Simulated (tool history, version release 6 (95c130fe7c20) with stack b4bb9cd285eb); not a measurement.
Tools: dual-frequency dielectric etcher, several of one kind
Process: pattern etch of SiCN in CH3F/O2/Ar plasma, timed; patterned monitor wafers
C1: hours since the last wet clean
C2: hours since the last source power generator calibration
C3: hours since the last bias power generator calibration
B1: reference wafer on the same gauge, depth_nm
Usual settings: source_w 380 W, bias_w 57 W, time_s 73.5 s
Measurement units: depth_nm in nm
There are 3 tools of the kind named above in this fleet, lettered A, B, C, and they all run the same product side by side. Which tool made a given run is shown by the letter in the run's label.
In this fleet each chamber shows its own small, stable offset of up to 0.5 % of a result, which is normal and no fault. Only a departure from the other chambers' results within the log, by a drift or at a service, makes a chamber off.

run 1B day=0.354 | source_w=380 bias_w=57 time_s=73.5 | C1=214.9 C2=1652.4 C3=2587.1 | B1=28.604 | depth_nm=24.996
run 2A day=0.938 | source_w=380 bias_w=57 time_s=73.5 | C1=129 C2=798 C3=2950.1 | B1=28.597 | depth_nm=24.98
run 3C day=1.492 | source_w=380 bias_w=57 time_s=73.5 | C1=356.8 C2=866.2 C3=897.9 | B1=28.583 | depth_nm=24.93
run 4A day=1.946 | source_w=380 bias_w=57 time_s=73.5 | C1=153.2 C2=822.2 C3=2974.3 | B1=28.63 | depth_nm=25.143
run 5B day=2.529 | source_w=460 bias_w=57 time_s=73.5 | C1=267.1 C2=1704.6 C3=2639.3 | B1=28.596 | depth_nm=26.838
run 6C day=2.883 | source_w=460 bias_w=57 time_s=73.5 | C1=390.2 C2=899.6 C3=931.3 | B1=28.608 | depth_nm=26.892
run 7B day=3.146 | source_w=460 bias_w=57 time_s=73.5 | C1=281.9 C2=1719.4 C3=2654.1 | B1=28.599 | depth_nm=26.924
run 8A day=3.438 | source_w=380 bias_w=57 time_s=73.5 | C1=189 C2=858 C3=3010.1 | B1=28.601 | depth_nm=25.167
run 9C day=3.783 | source_w=330 bias_w=57 time_s=85.5 | C1=411.8 C2=921.2 C3=952.9 | B1=28.639 | depth_nm=27.571
run 10C day=4.362 | source_w=330 bias_w=57 time_s=85.5 | C1=425.7 C2=935.1 C3=966.8 | B1=28.613 | depth_nm=27.451
run 11B day=4.912 | source_w=330 bias_w=57 time_s=85.5 | C1=324.3 C2=1761.8 C3=2696.5 | B1=28.59 | depth_nm=27.652
run 12A day=5.362 | source_w=380 bias_w=57 time_s=73.5 | C1=235.2 C2=904.2 C3=3056.3 | B1=28.61 | depth_nm=24.997
run 13B day=5.75 | source_w=380 bias_w=57 time_s=73.5 | C1=344.4 C2=1781.9 C3=2716.6 | B1=28.617 | depth_nm=25.04
run 14A day=6.188 | source_w=380 bias_w=57 time_s=73.5 | C1=255 C2=924 C3=3076.1 | B1=28.591 | depth_nm=24.933
run 15C day=6.742 | source_w=380 bias_w=57 time_s=73.5 | C1=482.8 C2=992.2 C3=1023.9 | B1=28.587 | depth_nm=24.948
run 16A day=7.333 | source_w=380 bias_w=57 time_s=73.5 | C1=282.5 C2=951.5 C3=3103.6 | B1=28.617 | depth_nm=24.93
run 17B day=7.904 | source_w=380 bias_w=57 time_s=53 | C1=396.1 C2=1833.6 C3=2768.3 | B1=28.584 | depth_nm=18.029
-- day=8.325 chamber B: wet clean of the chamber
run 18C day=8.458 | source_w=380 bias_w=57 time_s=53 | C1=524 C2=1033.4 C3=1065.1 | B1=28.613 | depth_nm=18.082
-- day=8.667 chamber C: wet clean of the chamber
run 19C day=8.942 | source_w=380 bias_w=57 time_s=53 | C1=6.7 C2=1045 C3=1076.7 | B1=28.63 | depth_nm=18.01
run 20B day=9.533 | source_w=380 bias_w=57 time_s=73.5 | C1=29 C2=1872.7 C3=2807.4 | B1=28.585 | depth_nm=26.468
run 21A day=10.096 | source_w=380 bias_w=57 time_s=73.5 | C1=348.8 C2=1017.8 C3=3169.9 | B1=28.644 | depth_nm=24.983
run 22B day=10.388 | source_w=380 bias_w=57 time_s=73.5 | C1=49.5 C2=1893.2 C3=2827.9 | B1=28.601 | depth_nm=26.383
-- day=10.7 chamber A: bias power generator calibrated
run 23A day=10.746 | source_w=380 bias_w=57 time_s=73.5 | C1=364.4 C2=1033.4 C3=1.2 | B1=28.599 | depth_nm=24.814
run 24C day=11.183 | source_w=380 bias_w=57 time_s=73.5 | C1=60.5 C2=1098.8 C3=1130.5 | B1=28.556 | depth_nm=25.112
run 25C day=11.754 | source_w=380 bias_w=57 time_s=73.5 | C1=74.2 C2=1112.5 C3=1144.2 | B1=28.59 | depth_nm=25.19
run 26A day=12.058 | source_w=380 bias_w=57 time_s=73.5 | C1=395.9 C2=1064.9 C3=32.7 | B1=28.615 | depth_nm=24.83
run 27B day=12.512 | source_w=380 bias_w=57 time_s=73.5 | C1=100.5 C2=1944.2 C3=2878.9 | B1=28.583 | depth_nm=26.285
run 28B day=13.004 | source_w=380 bias_w=57 time_s=73.5 | C1=112.3 C2=1956 C3=2890.7 | B1=28.589 | depth_nm=26.227
run 29A day=13.296 | source_w=380 bias_w=57 time_s=73.5 | C1=425.6 C2=1094.6 C3=62.4 | B1=28.595 | depth_nm=25.025
run 30C day=13.846 | source_w=380 bias_w=57 time_s=73.5 | C1=124.4 C2=1162.7 C3=1194.4 | B1=28.588 | depth_nm=24.93
run 31B day=14.225 | source_w=380 bias_w=57 time_s=73.5 | C1=141.6 C2=1985.3 C3=2920 | B1=28.593 | depth_nm=26.392
run 32A day=14.625 | source_w=380 bias_w=57 time_s=73.5 | C1=457.5 C2=1126.5 C3=94.3 | B1=28.606 | depth_nm=25.028
run 33C day=15.129 | source_w=380 bias_w=57 time_s=73.5 | C1=155.2 C2=1193.5 C3=1225.2 | B1=28.6 | depth_nm=24.982
run 34B day=15.492 | source_w=380 bias_w=48 time_s=54.5 | C1=172 C2=2015.7 C3=2950.4 | B1=28.597 | depth_nm=18.466
run 35A day=16.021 | source_w=380 bias_w=48 time_s=54.5 | C1=491 C2=1160 C3=127.8 | B1=28.616 | depth_nm=17.371
run 36C day=16.317 | source_w=380 bias_w=48 time_s=54.5 | C1=183.7 C2=1222 C3=1253.7 | B1=28.621 | depth_nm=17.445
-- day=16.696 chamber A: wet clean of the chamber
run 37A day=16.717 | source_w=380 bias_w=57 time_s=73.5 | C1=0.5 C2=1176.7 C3=144.5 | B1=28.597 | depth_nm=25.002
run 38B day=17.104 | source_w=470 bias_w=57 time_s=88.5 | C1=210.7 C2=2054.4 C3=2989.1 | B1=28.618 | depth_nm=34.367

Has any chamber moved away from the others, gradually or after a service, or does the common gauge drift, or do the chambers differ only by their own small steady offsets? State the chamber and the most likely cause if one applies.

A service on chamber B put it out of line with the rest.
Most likely cause: etch rate over this chamber's usual, % = 5.22.

Below are 4 candidate recipes for chamber B's next run, each the usual settings with a change, their results shown as question marks. Which of them brings B's results back in line with what the other chambers give on the usual settings?
A result is in line if it is within this distance of the other chambers' mean on the usual settings: depth_nm 0.38 nm
run 39B-1 day=17.538 | source_w=390 bias_w=57 time_s=77 | depth_nm=?
run 39B-2 day=17.538 | source_w=380 bias_w=57 time_s=72.5 | depth_nm=?
run 39B-3 day=17.538 | source_w=380 bias_w=56 time_s=70 | depth_nm=?
run 39B-4 day=17.538 | source_w=380 bias_w=57 time_s=74.5 | depth_nm=?

Usual-settings mean across the other chambers: depth_nm 24.987 nm
run=39B-1 depth_nm=27.97
run=39B-2 depth_nm=26.078
run=39B-3 depth_nm=25.03
run=39B-4 depth_nm=26.797
With 39B-3, the chamber falls back in line with the rest.
